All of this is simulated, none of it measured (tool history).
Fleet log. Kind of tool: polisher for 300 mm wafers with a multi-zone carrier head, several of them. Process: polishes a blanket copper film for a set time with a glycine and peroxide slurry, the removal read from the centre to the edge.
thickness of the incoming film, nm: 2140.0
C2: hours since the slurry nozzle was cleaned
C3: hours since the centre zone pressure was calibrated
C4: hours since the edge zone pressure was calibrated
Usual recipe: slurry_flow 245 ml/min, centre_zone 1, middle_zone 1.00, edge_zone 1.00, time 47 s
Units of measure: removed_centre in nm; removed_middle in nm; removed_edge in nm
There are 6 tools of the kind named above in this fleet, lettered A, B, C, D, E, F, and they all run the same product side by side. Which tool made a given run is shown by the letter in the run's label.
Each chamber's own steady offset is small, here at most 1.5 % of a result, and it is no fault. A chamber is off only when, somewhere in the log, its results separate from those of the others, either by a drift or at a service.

-- hour=0.5 chamber C: worn pad replaced by a new one
run 1B hour=4.7 | slurry_flow=245 centre_zone=1 middle_zone=1.00 edge_zone=1.00 time=47 | wafers_polished_on_this_pad=380 C2=285.9 C3=1013.0 C4=203.9 | removed_centre=237.15 removed_middle=236.15 removed_edge=232.91
-- hour=8.9 chamber A: edge zone pressure recalibrated
run 2F hour=11.2 | slurry_flow=245 centre_zone=1 middle_zone=1.00 edge_zone=1.00 time=47 | wafers_polished_on_this_pad=432 C2=380.4 C3=361.8 C4=813.8 | removed_centre=237.00 removed_middle=234.82 removed_edge=235.32
run 3E hour=17.1 | slurry_flow=245 centre_zone=1 middle_zone=1.00 edge_zone=1.00 time=47 | wafers_polished_on_this_pad=332 C2=171.3 C3=27.3 C4=254.0 | removed_centre=234.76 removed_middle=235.55 removed_edge=241.67
-- hour=17.6 chamber A: slurry nozzle cleaned
run 4D hour=21.2 | slurry_flow=245 centre_zone=1 middle_zone=1.00 edge_zone=1.00 time=47 | wafers_polished_on_this_pad=825 C2=350.4 C3=783.3 C4=196.2 | removed_centre=235.02 removed_middle=235.11 removed_edge=235.61
run 5A hour=27.6 | slurry_flow=245 centre_zone=1 middle_zone=1.00 edge_zone=1.00 time=47 | wafers_polished_on_this_pad=543 C2=10.0 C3=642.7 C4=18.7 | removed_centre=238.76 removed_middle=236.75 removed_edge=238.54
-- hour=29.6 chamber D: slurry nozzle cleaned
run 6C hour=32.5 | slurry_flow=245 centre_zone=1 middle_zone=1.00 edge_zone=1.00 time=47 | wafers_polished_on_this_pad=320 C2=180.0 C3=644.6 C4=79.4 | removed_centre=239.91 removed_middle=237.67 removed_edge=237.74
-- hour=32.7 chamber F: slurry nozzle cleaned
run 7A hour=38.9 | slurry_flow=245 centre_zone=1 middle_zone=1.00 edge_zone=1.00 time=47 | wafers_polished_on_this_pad=656 C2=21.3 C3=654.0 C4=30.0 | removed_centre=241.29 removed_middle=236.91 removed_edge=235.76
run 8D hour=45.3 | slurry_flow=245 centre_zone=1 middle_zone=1.00 edge_zone=1.00 time=47 | wafers_polished_on_this_pad=1066 C2=15.8 C3=807.4 C4=220.3 | removed_centre=232.67 removed_middle=234.61 removed_edge=239.78
-- hour=49.0 chamber D: worn pad replaced by a new one
run 9C hour=51.9 | slurry_flow=245 centre_zone=1 middle_zone=1.00 edge_zone=1.00 time=47 | wafers_polished_on_this_pad=514 C2=199.4 C3=664.0 C4=98.8 | removed_centre=238.06 removed_middle=236.58 removed_edge=237.98
-- hour=56.6 chamber D: centre zone pressure recalibrated
run 10E hour=56.9 | slurry_flow=245 centre_zone=1 middle_zone=1.00 edge_zone=1.00 time=47 | wafers_polished_on_this_pad=730 C2=211.1 C3=67.1 C4=293.8 | removed_centre=239.38 removed_middle=238.55 removed_edge=237.55
run 11B hour=60.1 | slurry_flow=245 centre_zone=1 middle_zone=1.00 edge_zone=1.00 time=47 | wafers_polished_on_this_pad=934 C2=341.3 C3=1068.4 C4=259.3 | removed_centre=230.02 removed_middle=230.51 removed_edge=228.87
run 12F hour=66.2 | slurry_flow=245 centre_zone=1 middle_zone=1.00 edge_zone=1.00 time=47 | wafers_polished_on_this_pad=983 C2=33.6 C3=416.8 C4=868.8 | removed_centre=233.21 removed_middle=240.02 removed_edge=238.69
run 13E hour=70.0 | slurry_flow=245 centre_zone=1 middle_zone=1.00 edge_zone=1.00 time=47 | wafers_polished_on_this_pad=861 C2=224.2 C3=80.2 C4=306.9 | removed_centre=234.24 removed_middle=237.09 removed_edge=238.93
-- hour=70.3 chamber E: worn pad replaced by a new one
run 14A hour=73.0 | slurry_flow=245 centre_zone=1 middle_zone=1.00 edge_zone=1.00 time=47 | wafers_polished_on_this_pad=997 C2=55.4 C3=688.1 C4=64.1 | removed_centre=237.91 removed_middle=234.39 removed_edge=234.14
-- hour=77.5 chamber F: worn pad replaced by a new one
-- hour=78.6 chamber E: edge zone pressure recalibrated
run 15B hour=78.7 | slurry_flow=245 centre_zone=1 middle_zone=1.00 edge_zone=1.00 time=47 | wafers_polished_on_this_pad=1120 C2=359.9 C3=1087.0 C4=277.9 | removed_centre=231.96 removed_middle=226.73 removed_edge=230.57
run 16D hour=84.3 | slurry_flow=245 centre_zone=1 middle_zone=1.00 edge_zone=1.00 time=47 | wafers_polished_on_this_pad=353 C2=54.8 C3=27.8 C4=259.3 | removed_centre=235.77 removed_middle=237.55 removed_edge=234.21
run 17C hour=89.0 | slurry_flow=245 centre_zone=1 middle_zone=1.00 edge_zone=1.00 time=47 | wafers_polished_on_this_pad=886 C2=236.5 C3=701.1 C4=135.9 | removed_centre=239.86 removed_middle=240.50 removed_edge=235.84
run 18F hour=93.7 | slurry_flow=245 centre_zone=1 middle_zone=1.00 edge_zone=1.00 time=47 | wafers_polished_on_this_pad=162 C2=61.1 C3=444.3 C4=896.3 | removed_centre=234.26 removed_middle=237.00 removed_edge=237.42
run 19B hour=98.5 | slurry_flow=245 centre_zone=1 middle_zone=1.00 edge_zone=1.00 time=47 | wafers_polished_on_this_pad=1318 C2=379.7 C3=1106.8 C4=297.7 | removed_centre=228.79 removed_middle=225.90 removed_edge=226.19
run 20A hour=102.4 | slurry_flow=245 centre_zone=1 middle_zone=1.00 edge_zone=1.00 time=47 | wafers_polished_on_this_pad=1291 C2=84.8 C3=717.5 C4=93.5 | removed_centre=237.83 removed_middle=235.05 removed_edge=235.40
-- hour=105.0 chamber A: worn pad replaced by a new one
run 21D hour=107.2 | slurry_flow=245 centre_zone=1 middle_zone=1.00 edge_zone=1.00 time=47 | wafers_polished_on_this_pad=582 C2=77.7 C3=50.7 C4=282.2 | removed_centre=237.70 removed_middle=234.55 removed_edge=240.98
run 22C hour=111.7 | slurry_flow=245 centre_zone=1 middle_zone=1.00 edge_zone=1.00 time=47 | wafers_polished_on_this_pad=1113 C2=259.2 C3=723.8 C4=158.6 | removed_centre=240.49 removed_middle=238.07 removed_edge=233.21
run 23E hour=116.3 | slurry_flow=185 centre_zone=1 middle_zone=0.89 edge_zone=1.00 time=47 | wafers_polished_on_this_pad=460 C2=270.5 C3=126.5 C4=37.8 | removed_centre=229.32 removed_middle=206.07 removed_edge=237.78
run 24F hour=122.1 | slurry_flow=185 centre_zone=1 middle_zone=0.89 edge_zone=1.00 time=47 | wafers_polished_on_this_pad=446 C2=89.5 C3=472.7 C4=924.7 | removed_centre=224.67 removed_middle=207.32 removed_edge=229.76
-- hour=124.1 chamber C: worn pad replaced by a new one
run 25E hour=127.9 | slurry_flow=185 centre_zone=1 middle_zone=0.89 edge_zone=1.00 time=47 | wafers_polished_on_this_pad=576 C2=282.1 C3=138.1 C4=49.4 | removed_centre=225.34 removed_middle=203.69 removed_edge=232.02
run 26A hour=133.8 | slurry_flow=185 centre_zone=1 middle_zone=0.89 edge_zone=1.00 time=47 | wafers_polished_on_this_pad=289 C2=116.2 C3=748.9 C4=124.9 | removed_centre=230.23 removed_middle=205.23 removed_edge=228.07
run 27F hour=139.0 | slurry_flow=185 centre_zone=1 middle_zone=0.89 edge_zone=1.00 time=47 | wafers_polished_on_this_pad=615 C2=106.4 C3=489.6 C4=941.6 | removed_centre=225.30 removed_middle=206.14 removed_edge=234.71
run 28C hour=143.2 | slurry_flow=185 centre_zone=1 middle_zone=0.89 edge_zone=1.00 time=47 | wafers_polished_on_this_pad=191 C2=290.7 C3=755.3 C4=190.1 | removed_centre=231.42 removed_middle=204.50 removed_edge=229.24
run 29D hour=146.9 | slurry_flow=245 centre_zone=1 middle_zone=1.00 edge_zone=1.00 time=47 | wafers_polished_on_this_pad=979 C2=117.4 C3=90.4 C4=321.9 | removed_centre=231.78 removed_middle=235.50 removed_edge=237.41
-- hour=151.3 chamber B: centre zone pressure recalibrated
run 30B hour=152.3 | slurry_flow=245 centre_zone=1 middle_zone=1.00 edge_zone=1.00 time=47 | wafers_polished_on_this_pad=1857 C2=433.5 C3=1.0 C4=351.5 | removed_centre=221.68 removed_middle=224.46 removed_edge=219.43
-- hour=152.7 chamber B: edge zone pressure recalibrated
run 31F hour=158.5 | slurry_flow=245 centre_zone=1 middle_zone=1.00 edge_zone=1.00 time=47 | wafers_polished_on_this_pad=810 C2=125.9 C3=509.1 C4=961.1 | removed_centre=235.71 removed_middle=237.56 removed_edge=237.34
run 32C hour=162.4 | slurry_flow=245 centre_zone=1 middle_zone=1.00 edge_zone=1.00 time=47 | wafers_polished_on_this_pad=383 C2=309.9 C3=774.5 C4=209.3 | removed_centre=240.46 removed_middle=236.17 removed_edge=232.08
-- hour=165.3 chamber E: worn pad replaced by a new one
run 33B hour=168.7 | slurry_flow=245 centre_zone=1 middle_zone=1.00 edge_zone=1.00 time=47 | wafers_polished_on_this_pad=2021 C2=449.9 C3=17.4 C4=16.1 | removed_centre=216.68 removed_middle=217.49 removed_edge=217.09
run 34D hour=173.0 | slurry_flow=245 centre_zone=1 middle_zone=1.00 edge_zone=1.00 time=47 | wafers_polished_on_this_pad=1240 C2=143.5 C3=116.5 C4=348.0 | removed_centre=236.47 removed_middle=236.10 removed_edge=237.82
run 35E hour=176.6 | slurry_flow=245 centre_zone=1 middle_zone=1.00 edge_zone=1.00 time=47 | wafers_polished_on_this_pad=113 C2=330.8 C3=186.8 C4=98.1 | removed_centre=236.67 removed_middle=235.61 removed_edge=234.99
run 36A hour=180.4 | slurry_flow=245 centre_zone=1 middle_zone=1.00 edge_zone=1.00 time=47 | wafers_polished_on_this_pad=755 C2=162.8 C3=795.5 C4=171.5 | removed_centre=240.14 removed_middle=235.86 removed_edge=236.13
run 37D hour=184.7 | slurry_flow=245 centre_zone=1 middle_zone=1.00 edge_zone=1.00 time=47 | wafers_polished_on_this_pad=1357 C2=155.2 C3=128.2 C4=359.7 | removed_centre=235.53 removed_middle=236.71 removed_edge=237.98

Predict what each chamber gives when all 6 of them run the settings below next.
run 38A hour=189.6 | slurry_flow=245 centre_zone=1 middle_zone=1.00 edge_zone=1.11 time=47 | removed_centre=? removed_middle=? removed_edge=?
run 38B hour=189.6 | slurry_flow=245 centre_zone=1 middle_zone=1.00 edge_zone=1.11 time=47 | removed_centre=? removed_middle=? removed_edge=?
run 38C hour=189.6 | slurry_flow=245 centre_zone=1 middle_zone=1.00 edge_zone=1.11 time=47 | removed_centre=? removed_middle=? removed_edge=?
run 38D hour=189.6 | slurry_flow=245 centre_zone=1 middle_zone=1.00 edge_zone=1.11 time=47 | removed_centre=? removed_middle=? removed_edge=?
run 38E hour=189.6 | slurry_flow=245 centre_zone=1 middle_zone=1.00 edge_zone=1.11 time=47 | removed_centre=? removed_middle=? removed_edge=?
run 38F hour=189.6 | slurry_flow=245 centre_zone=1 middle_zone=1.00 edge_zone=1.11 time=47 | removed_centre=? removed_middle=? removed_edge=?

run=38A removed_centre=240.11 removed_middle=237.05 removed_edge=248.55
run=38B removed_centre=217.17 removed_middle=213.43 removed_edge=225.90
run=38C removed_centre=239.37 removed_middle=240.49 removed_edge=254.70
run=38D removed_centre=235.82 removed_middle=234.70 removed_edge=249.70
run=38E removed_centre=233.46 removed_middle=237.42 removed_edge=250.71
run=38F removed_centre=238.85 removed_middle=235.65 removed_edge=249.27
